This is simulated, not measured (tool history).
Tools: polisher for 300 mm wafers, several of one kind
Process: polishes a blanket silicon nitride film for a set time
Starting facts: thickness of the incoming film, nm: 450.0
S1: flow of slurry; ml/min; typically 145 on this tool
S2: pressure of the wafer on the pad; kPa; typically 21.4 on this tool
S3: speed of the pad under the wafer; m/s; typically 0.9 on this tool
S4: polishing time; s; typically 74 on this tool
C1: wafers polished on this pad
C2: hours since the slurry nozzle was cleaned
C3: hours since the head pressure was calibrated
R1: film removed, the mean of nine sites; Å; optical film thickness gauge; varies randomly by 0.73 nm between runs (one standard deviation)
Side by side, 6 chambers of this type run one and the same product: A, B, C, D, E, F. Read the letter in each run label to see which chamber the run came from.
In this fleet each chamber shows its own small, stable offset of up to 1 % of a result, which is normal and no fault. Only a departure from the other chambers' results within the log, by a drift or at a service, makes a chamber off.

{"hour": 1.4, "done": "chamber D: worn pad replaced by a new one"}
{"run": "1D", "hour": 3.6, "S1": 145, "S2": 21.4, "S3": 0.9, "S4": 74, "C1": 28, "C2": 119.7, "C3": 444.8, "R1": 917.93}
{"hour": 3.9, "done": "chamber A: worn pad replaced by a new one"}
{"run": "2C", "hour": 7.2, "S1": 145, "S2": 21.4, "S3": 0.9, "S4": 74, "C1": 234, "C2": 79.4, "C3": 746.2, "R1": 895.77}
{"run": "3F", "hour": 11.3, "S1": 145, "S2": 21.4, "S3": 0.9, "S4": 74, "C1": 695, "C2": 576.7, "C3": 155.6, "R1": 884.41}
{"hour": 14.0, "done": "chamber F: worn pad replaced by a new one"}
{"run": "4A", "hour": 14.0, "S1": 145, "S2": 21.4, "S3": 0.9, "S4": 74, "C1": 128, "C2": 18.0, "C3": 170.0, "R1": 902.28}
{"run": "5E", "hour": 18.3, "S1": 145, "S2": 21.4, "S3": 0.9, "S4": 74, "C1": 260, "C2": 139.4, "C3": 463.6, "R1": 899.35}
{"run": "6B", "hour": 21.5, "S1": 145, "S2": 21.4, "S3": 0.9, "S4": 74, "C1": 612, "C2": 39.9, "C3": 537.8, "R1": 911.64}
{"run": "7F", "hour": 25.8, "S1": 145, "S2": 21.4, "S3": 0.9, "S4": 74, "C1": 150, "C2": 591.2, "C3": 170.1, "R1": 901.65}
{"run": "8D", "hour": 28.8, "S1": 145, "S2": 21.4, "S3": 0.9, "S4": 63, "C1": 348, "C2": 144.9, "C3": 470.0, "R1": 760.3}
{"run": "9C", "hour": 31.0, "S1": 145, "S2": 21.4, "S3": 0.9, "S4": 63, "C1": 536, "C2": 103.2, "C3": 770.0, "R1": 766.12}
{"run": "10A", "hour": 35.2, "S1": 145, "S2": 21.4, "S3": 0.9, "S4": 63, "C1": 398, "C2": 39.2, "C3": 191.2, "R1": 765.87}
{"run": "11B", "hour": 39.2, "S1": 145, "S2": 21.4, "S3": 0.9, "S4": 63, "C1": 837, "C2": 57.6, "C3": 555.5, "R1": 769.34}
{"run": "12E", "hour": 41.3, "S1": 145, "S2": 21.4, "S3": 0.9, "S4": 63, "C1": 553, "C2": 162.4, "C3": 486.6, "R1": 746.1}
{"run": "13A", "hour": 45.0, "S1": 145, "S2": 21.4, "S3": 0.9, "S4": 63, "C1": 522, "C2": 49.0, "C3": 201.0, "R1": 767.51}
{"run": "14E", "hour": 48.0, "S1": 145, "S2": 21.4, "S3": 0.9, "S4": 74, "C1": 638, "C2": 169.1, "C3": 493.3, "R1": 881.94}
{"run": "15B", "hour": 50.7, "S1": 145, "S2": 21.4, "S3": 0.9, "S4": 74, "C1": 983, "C2": 69.1, "C3": 567.0, "R1": 904.91}
{"run": "16F", "hour": 55.0, "S1": 145, "S2": 21.4, "S3": 0.9, "S4": 63, "C1": 521, "C2": 620.4, "C3": 199.3, "R1": 764.68}
{"run": "17C", "hour": 58.9, "S1": 145, "S2": 21.4, "S3": 0.9, "S4": 63, "C1": 890, "C2": 131.1, "C3": 797.9, "R1": 773.02}
{"hour": 59.0, "done": "chamber B: worn pad replaced by a new one"}
{"hour": 59.3, "done": "chamber F: worn pad replaced by a new one"}
{"hour": 59.4, "done": "chamber C: worn pad replaced by a new one"}
{"run": "18D", "hour": 61.3, "S1": 145, "S2": 21.4, "S3": 0.9, "S4": 63, "C1": 761, "C2": 177.4, "C3": 502.5, "R1": 766.41}
{"run": "19A", "hour": 64.9, "S1": 145, "S2": 21.4, "S3": 0.9, "S4": 63, "C1": 775, "C2": 68.9, "C3": 220.9, "R1": 765.01}
{"run": "20E", "hour": 67.5, "S1": 145, "S2": 21.4, "S3": 0.9, "S4": 63, "C1": 885, "C2": 188.6, "C3": 512.8, "R1": 744.15}
{"run": "21F", "hour": 69.7, "S1": 145, "S2": 21.4, "S3": 0.9, "S4": 63, "C1": 132, "C2": 635.1, "C3": 214.0, "R1": 769.35}
{"run": "22B", "hour": 73.9, "S1": 170, "S2": 21.4, "S3": 0.9, "S4": 83, "C1": 190, "C2": 92.3, "C3": 590.2, "R1": 1039.8}
{"run": "23C", "hour": 76.1, "S1": 170, "S2": 21.4, "S3": 0.9, "S4": 83, "C1": 212, "C2": 148.3, "C3": 815.1, "R1": 1022.5}
{"run": "24D", "hour": 79.1, "S1": 170, "S2": 21.4, "S3": 0.9, "S4": 83, "C1": 987, "C2": 195.2, "C3": 520.3, "R1": 1043.7}
{"run": "25C", "hour": 81.5, "S1": 170, "S2": 21.4, "S3": 0.9, "S4": 83, "C1": 281, "C2": 153.7, "C3": 820.5, "R1": 1024.9}
{"run": "26F", "hour": 84.6, "S1": 170, "S2": 21.4, "S3": 0.9, "S4": 83, "C1": 321, "C2": 650.0, "C3": 228.9, "R1": 1042.5}
{"run": "27E", "hour": 87.9, "S1": 170, "S2": 21.4, "S3": 0.9, "S4": 83, "C1": 1144, "C2": 209.0, "C3": 533.2, "R1": 988.59}
{"run": "28B", "hour": 91.0, "S1": 145, "S2": 21.4, "S3": 0.9, "S4": 74, "C1": 407, "C2": 109.4, "C3": 607.3, "R1": 897.4}
{"run": "29D", "hour": 94.3, "S1": 145, "S2": 21.4, "S3": 0.9, "S4": 74, "C1": 1180, "C2": 210.4, "C3": 535.5, "R1": 897.64}
{"hour": 97.2, "done": "chamber D: worn pad replaced by a new one"}
{"hour": 97.7, "done": "chamber A: worn pad replaced by a new one"}
{"run": "30A", "hour": 98.6, "S1": 145, "S2": 21.4, "S3": 0.9, "S4": 74, "C1": 11, "C2": 102.6, "C3": 254.6, "R1": 903.57}
{"run": "31B", "hour": 101.0, "S1": 145, "S2": 21.4, "S3": 0.9, "S4": 74, "C1": 534, "C2": 119.4, "C3": 617.3, "R1": 914.17}
{"run": "32D", "hour": 105.2, "S1": 145, "S2": 21.4, "S3": 0.9, "S4": 74, "C1": 102, "C2": 221.3, "C3": 546.4, "R1": 893.87}
{"run": "33F", "hour": 108.6, "S1": 145, "S2": 21.4, "S3": 0.9, "S4": 74, "C1": 626, "C2": 674.0, "C3": 252.9, "R1": 891.97}
{"run": "34C", "hour": 111.3, "S1": 145, "S2": 21.4, "S3": 0.9, "S4": 74, "C1": 659, "C2": 183.5, "C3": 850.3, "R1": 897.83}
{"run": "35A", "hour": 115.7, "S1": 165, "S2": 21.4, "S3": 0.9, "S4": 63, "C1": 229, "C2": 119.7, "C3": 271.7, "R1": 766.06}
{"hour": 116.6, "done": "chamber F: worn pad replaced by a new one"}
{"run": "36E", "hour": 118.2, "S1": 165, "S2": 21.4, "S3": 0.9, "S4": 63, "C1": 1529, "C2": 239.3, "C3": 563.5, "R1": 742.17}
{"run": "37C", "hour": 120.5, "S1": 165, "S2": 21.4, "S3": 0.9, "S4": 63, "C1": 776, "C2": 192.7, "C3": 859.5, "R1": 769.26}
{"hour": 121.0, "done": "chamber E: worn pad replaced by a new one"}
{"run": "38B", "hour": 123.7, "S1": 165, "S2": 21.4, "S3": 0.9, "S4": 63, "C1": 823, "C2": 142.1, "C3": 640.0, "R1": 792.59}
{"run": "39A", "hour": 127.7, "S1": 165, "S2": 21.4, "S3": 0.9, "S4": 63, "C1": 381, "C2": 131.7, "C3": 283.7, "R1": 780.14}
{"run": "40E", "hour": 130.1, "S1": 165, "S2": 21.4, "S3": 0.9, "S4": 63, "C1": 115, "C2": 251.2, "C3": 575.4, "R1": 739.73}
{"run": "41F", "hour": 132.5, "S1": 145, "S2": 21.4, "S3": 0.9, "S4": 74, "C1": 202, "C2": 697.9, "C3": 276.8, "R1": 899.69}

Is one chamber out of step, is the gauge drifting, or do the chambers differ by no more than their own small offsets? For an off chamber, give its letter and the likeliest cause.

It is chamber E that slowly wanders off from its peers.
Cause: head's pressure below its setpoint, % = 5.11.
The log may not separate it from: slurry flow missing at the pad, %.

Below are 4 candidate recipes for chamber E's next run, each the usual settings with a change, their results shown as question marks. Which of them brings E's results back in line with what the other chambers give on the usual settings?
In line here means within this much of the mean the other chambers give on the usual settings: R1 26.00 Å
{"run": "42E-1", "hour": 135.7, "S1": 145, "S2": 22.8, "S3": 0.9, "S4": 78, "R1": "?"}
{"run": "42E-2", "hour": 135.7, "S1": 145, "S2": 22.1, "S3": 0.9, "S4": 76, "R1": "?"}
{"run": "42E-3", "hour": 135.7, "S1": 145, "S2": 21.4, "S3": 0.86, "S4": 69, "R1": "?"}
{"run": "42E-4", "hour": 135.7, "S1": 145, "S2": 20.0, "S3": 0.9, "S4": 74, "R1": "?"}

What the other chambers average on the usual settings: R1 900.37 Å
run=42E-1 R1=957.82
run=42E-2 R1=904.58
run=42E-3 R1=767.25
run=42E-4 R1=797.01
Change 42E-2 lands the chamber within the allowed miss of the other chambers.
